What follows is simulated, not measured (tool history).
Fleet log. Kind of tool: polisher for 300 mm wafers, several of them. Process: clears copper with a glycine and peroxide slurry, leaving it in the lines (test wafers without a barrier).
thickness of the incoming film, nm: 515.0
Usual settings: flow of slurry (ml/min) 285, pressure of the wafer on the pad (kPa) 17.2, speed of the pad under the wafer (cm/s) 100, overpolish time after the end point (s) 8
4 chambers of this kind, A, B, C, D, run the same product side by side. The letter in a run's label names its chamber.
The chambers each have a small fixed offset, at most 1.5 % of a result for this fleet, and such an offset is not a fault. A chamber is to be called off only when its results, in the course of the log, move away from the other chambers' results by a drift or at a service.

run,hour,flow of slurry (ml/min),pressure of the wafer on the pad (kPa),speed of the pad under the wafer (cm/s),overpolish time after the end point (s),time until the end point was called (s),dishing of a wide line in a test structure (Å)
1D,7.1,285,17.2,100,8,88.866,322.59
2A,13.8,285,17.2,100,8,88.803,324.73
# hour 17.8: chamber C: head pressure recalibrated
3B,17.8,285,17.2,100,8,89.575,330.44
4C,23.2,285,17.2,100,8,89.700,341.75
# hour 28.3: chamber B: head pressure recalibrated
5D,29.8,285,17.2,100,8,90.236,322.98
6B,34.2,285,17.2,76,8,106.840,262.30
7C,39.6,285,17.2,76,8,110.550,274.81
8A,45.9,285,17.2,76,8,112.310,258.58
9A,51.1,285,17.2,76,8,110.790,262.21
10B,56.3,285,17.2,100,8,91.051,306.61
11D,61.5,285,17.2,100,8,90.842,306.76
12C,68.5,285,17.2,100,8,87.781,318.86
# hour 71.9: chamber B: worn pad replaced by a new one
13C,76.0,285,20.0,100,10,78.768,426.89
14B,79.5,285,20.0,100,10,78.727,425.75
15D,86.5,285,20.0,100,10,76.479,423.71
16A,90.9,285,20.0,100,10,77.603,425.84
17D,95.5,285,17.2,100,8,88.427,322.55
# hour 97.8: chamber B: slurry nozzle cleaned
18C,101.7,285,19.3,100,8,80.056,362.55
19B,106.6,285,19.3,100,8,82.069,353.17
20A,113.1,285,19.3,100,8,79.602,342.11
21B,117.1,285,19.3,100,8,81.734,351.61
22D,121.8,285,17.2,100,8,87.695,311.67
23C,128.7,285,17.2,100,8,90.591,323.91
24A,135.7,285,17.2,100,8,87.546,323.74
25C,140.5,285,19.3,100,10,80.262,429.32
26B,145.6,285,19.3,100,10,81.950,394.37
27D,150.8,285,19.3,100,10,81.081,426.99
28A,158.2,285,19.3,100,10,81.959,418.17

For the next run the whole fleet of 4 chambers uses the same settings. Give each chamber's results:
29A,163.9,285,17.2,100,4,?,?
29B,163.9,285,17.2,100,4,?,?
29C,163.9,285,17.2,100,4,?,?
29D,163.9,285,17.2,100,4,?,?

run,time until the end point was called (s),dishing of a wide line in a test structure (Å)
29A,87.336,169.53
29B,91.548,169.11
29C,88.902,174.09
29D,84.931,170.30
